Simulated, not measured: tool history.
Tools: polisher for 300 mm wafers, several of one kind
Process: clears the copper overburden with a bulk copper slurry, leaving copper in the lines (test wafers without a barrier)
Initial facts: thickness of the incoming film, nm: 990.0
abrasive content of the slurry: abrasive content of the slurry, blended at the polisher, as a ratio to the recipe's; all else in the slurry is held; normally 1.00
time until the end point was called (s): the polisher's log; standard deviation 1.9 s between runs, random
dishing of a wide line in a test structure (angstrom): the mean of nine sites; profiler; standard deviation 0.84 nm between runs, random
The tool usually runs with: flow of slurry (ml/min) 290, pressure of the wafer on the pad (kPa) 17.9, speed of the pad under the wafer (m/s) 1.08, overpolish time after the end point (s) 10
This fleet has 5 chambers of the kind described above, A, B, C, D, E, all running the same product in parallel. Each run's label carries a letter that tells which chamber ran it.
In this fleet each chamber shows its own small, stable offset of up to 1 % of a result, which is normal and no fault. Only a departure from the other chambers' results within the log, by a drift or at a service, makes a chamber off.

run   hour  flow of slurry (ml/min)  pressure of the wafer on the pad (kPa)  speed of the pad under the wafer (m/s)  abrasive content of the slurry  overpolish time after the end point (s)  time until the end point was called (s)  dishing of a wide line in a test structure (angstrom)
       4.3  -- chamber D: slurry blender recalibrated
 1C    8.5                      290                                    17.9                                    1.08                            1.00                                       10                                  130.950                                                 351.58
      12.7  -- chamber E: worn pad replaced by a new one
 2B   22.2                      290                                    17.9                                    1.08                            1.00                                       10                                  131.490                                                 352.57
      24.6  -- chamber A: worn pad replaced by a new one
      32.4  -- chamber C: head pressure recalibrated
 3A   33.5                      290                                    17.9                                    1.08                            1.00                                       10                                  132.830                                                 354.14
      33.8  -- chamber D: worn pad replaced by a new one
      37.9  -- chamber C: slurry blender recalibrated
 4E   40.5                      290                                    17.9                                    1.08                            1.00                                       10                                  133.920                                                 341.57
 5D   48.6                      290                                    17.9                                    1.08                            1.00                                       10                                  130.870                                                 349.29
      49.3  -- chamber C: worn pad replaced by a new one
 6B   60.6                      290                                    17.9                                    1.08                            1.00                                       10                                  131.090                                                 343.20
      67.0  -- chamber A: slurry blender recalibrated
 7A   70.8                      290                                    17.9                                    1.08                            1.00                                       10                                  130.330                                                 348.52
      73.1  -- chamber B: worn pad replaced by a new one
 8C   84.1                      290                                    17.9                                    1.08                            1.00                                       10                                  135.230                                                 357.68
 9D   95.0                      290                                    17.9                                    1.08                            1.00                                       10                                  138.040                                                 357.49
     100.3  -- chamber E: slurry nozzle cleaned
10E  107.1                      290                                    22.8                                    1.08                            0.80                                       10                                  111.390                                                 385.61
     108.7  -- chamber E: worn pad replaced by a new one
     116.8  -- chamber A: worn pad replaced by a new one
11D  117.6                      290                                    22.8                                    1.08                            0.80                                       10                                  109.770                                                 403.83
12B  124.5                      290                                    22.8                                    1.08                            0.80                                       10                                  110.390                                                 407.54
     128.6  -- chamber C: worn pad replaced by a new one
     136.3  -- chamber B: slurry blender recalibrated
13A  138.5                      290                                    22.8                                    1.08                            0.80                                       10                                  112.750                                                 391.74
     139.4  -- chamber B: slurry nozzle cleaned
     146.1  -- chamber D: worn pad replaced by a new one
14C  151.1                      290                                    22.8                                    1.08                            0.80                                       10                                  111.140                                                 378.68
     158.9  -- chamber E: slurry blender recalibrated
15E  161.8                      290                                    17.9                                    1.08                            1.00                                       10                                  135.450                                                 335.70
16B  168.7                      290                                    17.9                                    1.08                            1.00                                       10                                  128.040                                                 340.39
     171.7  -- chamber B: worn pad replaced by a new one
17E  178.1                      290                                    17.9                                    1.08                            1.00                                       10                                  133.130                                                 349.14
18D  186.0                      290                                    17.9                                    1.08                            1.00                                       10                                  135.680                                                 367.34
     197.2  -- chamber E: worn pad replaced by a new one
19C  198.9                      290                                    17.9                                    1.08                            1.00                                       10                                  132.540                                                 352.34
     204.9  -- chamber A: worn pad replaced by a new one
20A  212.1                      290                                    17.9                                    1.08                            1.00                                       10                                  131.030                                                 343.97
     213.4  -- chamber C: worn pad replaced by a new one
21A  220.4                      290                                    17.9                                    1.08                            1.00                                       10                                  134.820                                                 345.48
22D  230.1                      290                                    17.9                                    1.08                            1.00                                       10                                  137.110                                                 353.80
     233.9  -- chamber A: head pressure recalibrated
     236.6  -- chamber D: worn pad replaced by a new one
23C  236.7                      290                                    17.9                                    1.08                            1.00                                       10                                  134.370                                                 345.55
24E  248.8                      290                                    17.9                                    1.08                            1.00                                       10                                  133.170                                                 350.11
     251.4  -- chamber D: head pressure recalibrated
     259.4  -- chamber B: worn pad replaced by a new one
25B  260.1                      290                                    17.9                                    1.08                            1.00                                       10                                  131.920                                                 361.95
26C  267.5                      290                                    17.9                                    1.08                            1.00                                       10                                  135.350                                                 348.27
     269.1  -- chamber C: slurry blender recalibrated
27E  274.8                      290                                    17.9                                    1.08                            1.00                                       10                                  136.410                                                 352.64
     279.4  -- chamber E: worn pad replaced by a new one
     281.2  -- chamber A: worn pad replaced by a new one
28A  282.8                      290                                    17.9                                    1.08                            1.00                                       10                                  132.310                                                 347.29
     284.1  -- chamber A: slurry blender recalibrated
29B  290.0                      290                                    17.9                                    1.08                            1.00                                       10                                  132.030                                                 359.03
30D  302.5                      290                                    17.9                                    1.08                            1.00                                       10                                  129.830                                                 352.74
     305.3  -- chamber D: slurry blender recalibrated
     309.1  -- chamber C: worn pad replaced by a new one
31C  309.6                      290                                    17.9                                    1.08                            1.00                                       10                                  131.170                                                 345.42
     321.3  -- chamber D: worn pad replaced by a new one
32D  321.8                      290                                    17.9                                    1.08                            1.00                                       10                                  134.200                                                 351.19
33A  330.0                      290                                    17.9                                    1.08                            0.75                                       10                                  140.040                                                 344.35
     337.6  -- chamber B: worn pad replaced by a new one
34B  341.8                      290                                    17.9                                    1.08                            0.75                                       10                                  143.110                                                 333.33
     351.6  -- chamber E: worn pad replaced by a new one
35E  352.9                      290                                    17.9                                    1.08                            0.75                                       10                                  141.890                                                 342.38
     358.6  -- chamber A: worn pad replaced by a new one
36C  361.0                      290                                    17.9                                    1.08                            0.75                                       10                                  141.250                                                 331.62
37D  372.4                      290                                    17.9                                    1.08                            0.75                                       10                                  141.260                                                 337.05
     375.3  -- chamber E: head pressure recalibrated
38A  382.9                      290                                    17.9                                    1.42                            1.30                                       10                                   96.072                                                 411.24
39B  397.0                      290                                    17.9                                    1.42                            1.30                                       10                                   95.056                                                 408.84
40E  406.5                      290                                    17.9                                    1.42                            1.30                                       10                                   95.715                                                 410.38
     410.0  -- chamber C: worn pad replaced by a new one
41C  417.7                      290                                    17.9                                    1.42                            1.30                                       10                                   95.470                                                 408.99
42A  424.9                      290                                    17.9                                    1.42                            1.30                                       10                                   94.388                                                 412.38

One chamber off, gauge drift, or nothing amiss beyond the chambers' own small offsets? If it is a chamber, which one, and what is the likeliest cause?

No chamber is off and the gauge is stable; the differences are just each chamber's small, constant offset.
